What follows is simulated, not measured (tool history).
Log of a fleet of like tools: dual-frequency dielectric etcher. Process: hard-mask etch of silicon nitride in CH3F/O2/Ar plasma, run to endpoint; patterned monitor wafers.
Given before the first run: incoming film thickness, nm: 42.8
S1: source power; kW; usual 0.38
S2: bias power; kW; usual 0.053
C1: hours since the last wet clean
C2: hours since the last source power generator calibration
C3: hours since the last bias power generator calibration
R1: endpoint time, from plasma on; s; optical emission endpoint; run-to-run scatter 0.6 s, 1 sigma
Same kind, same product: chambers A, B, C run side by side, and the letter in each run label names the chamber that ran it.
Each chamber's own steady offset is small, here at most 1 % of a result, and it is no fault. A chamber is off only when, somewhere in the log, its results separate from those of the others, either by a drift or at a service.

run,hour,S1,S2,C1,C2,C3,R1
1B,5.9,0.38,0.053,249.2,94.4,2684.3,71.549
2A,10.9,0.38,0.053,232.5,973.7,1487.4,71.092
3C,13.8,0.38,0.053,41.9,439.5,160.9,69.476
4A,17.3,0.38,0.053,238.9,980.1,1493.8,69.4
5B,19.9,0.38,0.053,263.2,108.4,2698.3,70.767
6C,23.6,0.31,0.064,51.7,449.3,170.7,71.398
7A,27.3,0.31,0.064,248.9,990.1,1503.8,70.955
8B,32.6,0.31,0.064,275.9,121.1,2711,72.666
9C,36.3,0.38,0.053,64.4,462,183.4,70.057
10A,42,0.38,0.053,263.6,1004.8,1518.5,71.36
11C,47.9,0.38,0.053,76,473.6,195,69.342
12B,52.5,0.38,0.053,295.8,141,2730.9,69.963
13B,57.5,0.38,0.053,300.8,146,2735.9,69.977
14C,62.9,0.38,0.048,91,488.6,210,71.835
15A,66.2,0.38,0.048,287.8,1029,1542.7,72.946
16B,71.2,0.38,0.048,314.5,159.7,2749.6,73.133
17A,74.4,0.38,0.053,296,1037.2,1550.9,69.404
18C,77,0.38,0.053,105.1,502.7,224.1,68.702
19B,82.3,0.38,0.041,325.6,170.8,2760.7,77.232
20C,85.4,0.38,0.041,113.5,511.1,232.5,74.81
21A,88.7,0.38,0.041,310.3,1051.5,1565.2,74.027
22B,91.4,0.38,0.065,334.7,179.9,2769.8,66.335
23C,94.5,0.38,0.065,122.6,520.2,241.6,64.319
24A,100,0.38,0.065,321.6,1062.8,1576.5,65.442
25A,103.8,0.38,0.053,325.4,1066.6,1580.3,69.931
26B,107.5,0.38,0.053,350.8,196,2785.9,71.51
27C,110.7,0.41,0.042,138.8,536.4,257.8,73.631
28A,116,0.41,0.042,337.6,1078.8,1592.5,73.198
29B,119,0.41,0.042,362.3,207.5,2797.4,74.626
30C,122.5,0.38,0.053,150.6,548.2,269.6,69.58
31C,125.7,0.38,0.053,153.8,551.4,272.8,68.969
32A,130.2,0.38,0.053,351.8,1093,1606.7,70.177
# hour 131.8: chamber B: wet clean of the chamber
33B,134.2,0.38,0.053,2.5,222.7,2812.6,71.613
34B,137,0.38,0.061,5.3,225.5,2815.4,67.812
35A,141.9,0.38,0.061,363.5,1104.7,1618.4,65.89
36C,147.6,0.38,0.061,175.7,573.3,294.7,65.845
37A,151.4,0.38,0.053,373,1114.2,1627.9,70.597
38C,157.1,0.38,0.053,185.2,582.8,304.2,70.133

What goes on in this fleet: one chamber off, a drifting gauge, or nothing beyond the chambers' own small offsets? Name the chamber and the cause, if any.

Beyond each chamber's small constant offset nothing stands out, and the gauge stays steady.
